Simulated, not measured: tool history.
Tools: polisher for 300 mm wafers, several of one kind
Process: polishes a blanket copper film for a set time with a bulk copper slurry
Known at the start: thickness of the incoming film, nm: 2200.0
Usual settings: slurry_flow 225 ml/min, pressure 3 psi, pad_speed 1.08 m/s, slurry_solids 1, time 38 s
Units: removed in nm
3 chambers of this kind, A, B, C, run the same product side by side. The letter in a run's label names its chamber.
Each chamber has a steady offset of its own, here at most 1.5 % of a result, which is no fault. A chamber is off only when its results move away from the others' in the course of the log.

run 1C hour=5 | slurry_flow=225 pressure=3 pad_speed=1.08 slurry_solids=1 time=38 | removed=390.24
-- hour=7.7 chamber A: head pressure recalibrated
run 2A hour=11.4 | slurry_flow=225 pressure=3 pad_speed=1.08 slurry_solids=1 time=38 | removed=380.44
run 3B hour=15.7 | slurry_flow=225 pressure=3 pad_speed=1.08 slurry_solids=1 time=38 | removed=380.59
-- hour=16.7 chamber B: head pressure recalibrated
run 4C hour=21.4 | slurry_flow=225 pressure=3 pad_speed=1.08 slurry_solids=1 time=38 | removed=381.51
run 5A hour=24.2 | slurry_flow=225 pressure=3 pad_speed=1.08 slurry_solids=1 time=38 | removed=382.54
run 6B hour=27.4 | slurry_flow=225 pressure=3 pad_speed=1.08 slurry_solids=1 time=38 | removed=376
run 7B hour=31.3 | slurry_flow=225 pressure=3 pad_speed=1.08 slurry_solids=1 time=38 | removed=380.67
-- hour=33.6 chamber A: worn pad replaced by a new one
run 8A hour=37.4 | slurry_flow=225 pressure=3 pad_speed=1.08 slurry_solids=1 time=38 | removed=384.54
-- hour=38.3 chamber B: worn pad replaced by a new one
run 9C hour=41 | slurry_flow=225 pressure=3 pad_speed=1.08 slurry_solids=1 time=38 | removed=383.03
-- hour=42.7 chamber C: worn pad replaced by a new one
run 10B hour=46.2 | slurry_flow=225 pressure=3 pad_speed=1.08 slurry_solids=1 time=38 | removed=384.6
run 11C hour=49 | slurry_flow=225 pressure=3 pad_speed=1.08 slurry_solids=1 time=38 | removed=382.52
run 12A hour=52.3 | slurry_flow=225 pressure=3 pad_speed=1.08 slurry_solids=1 time=38 | removed=384.45
run 13B hour=55.8 | slurry_flow=225 pressure=3 pad_speed=1.08 slurry_solids=1 time=38 | removed=377.73
run 14C hour=59.3 | slurry_flow=225 pressure=3 pad_speed=1.08 slurry_solids=1 time=38 | removed=377.89
run 15A hour=64.2 | slurry_flow=225 pressure=3 pad_speed=1.28 slurry_solids=1 time=38 | removed=457.74
run 16B hour=67.9 | slurry_flow=225 pressure=3 pad_speed=1.28 slurry_solids=1 time=38 | removed=449.03
run 17C hour=72 | slurry_flow=225 pressure=3 pad_speed=1.28 slurry_solids=1 time=38 | removed=439.03
run 18A hour=77.5 | slurry_flow=225 pressure=3 pad_speed=1.08 slurry_solids=1 time=38 | removed=384.5
run 19B hour=81.2 | slurry_flow=225 pressure=3 pad_speed=1.08 slurry_solids=1 time=38 | removed=391.58
-- hour=81.6 chamber A: worn pad replaced by a new one
run 20C hour=86.2 | slurry_flow=190 pressure=3 pad_speed=1.08 slurry_solids=1 time=38 | removed=364.16
run 21A hour=90.4 | slurry_flow=190 pressure=3 pad_speed=1.08 slurry_solids=1 time=38 | removed=370.15
-- hour=95 chamber A: slurry blender recalibrated
run 22C hour=96.6 | slurry_flow=190 pressure=3 pad_speed=1.08 slurry_solids=1 time=38 | removed=355.84
run 23A hour=101.2 | slurry_flow=225 pressure=3 pad_speed=1.08 slurry_solids=1 time=38 | removed=377.66
-- hour=101.4 chamber B: worn pad replaced by a new one
run 24B hour=105 | slurry_flow=165 pressure=3 pad_speed=1.08 slurry_solids=0.8 time=38 | removed=349.34
run 25C hour=109.2 | slurry_flow=165 pressure=3 pad_speed=1.08 slurry_solids=0.8 time=38 | removed=324.91
run 26B hour=112.2 | slurry_flow=165 pressure=3 pad_speed=1.08 slurry_solids=0.8 time=38 | removed=344.51

Next, every chamber runs the same settings. What will each give?
run 27A hour=116.8 | slurry_flow=225 pressure=3.6 pad_speed=1.08 slurry_solids=1 time=38 | removed=?
run 27B hour=116.8 | slurry_flow=225 pressure=3.6 pad_speed=1.08 slurry_solids=1 time=38 | removed=?
run 27C hour=116.8 | slurry_flow=225 pressure=3.6 pad_speed=1.08 slurry_solids=1 time=38 | removed=?

run=27A removed=464.29
run=27B removed=461.36
run=27C removed=431.46
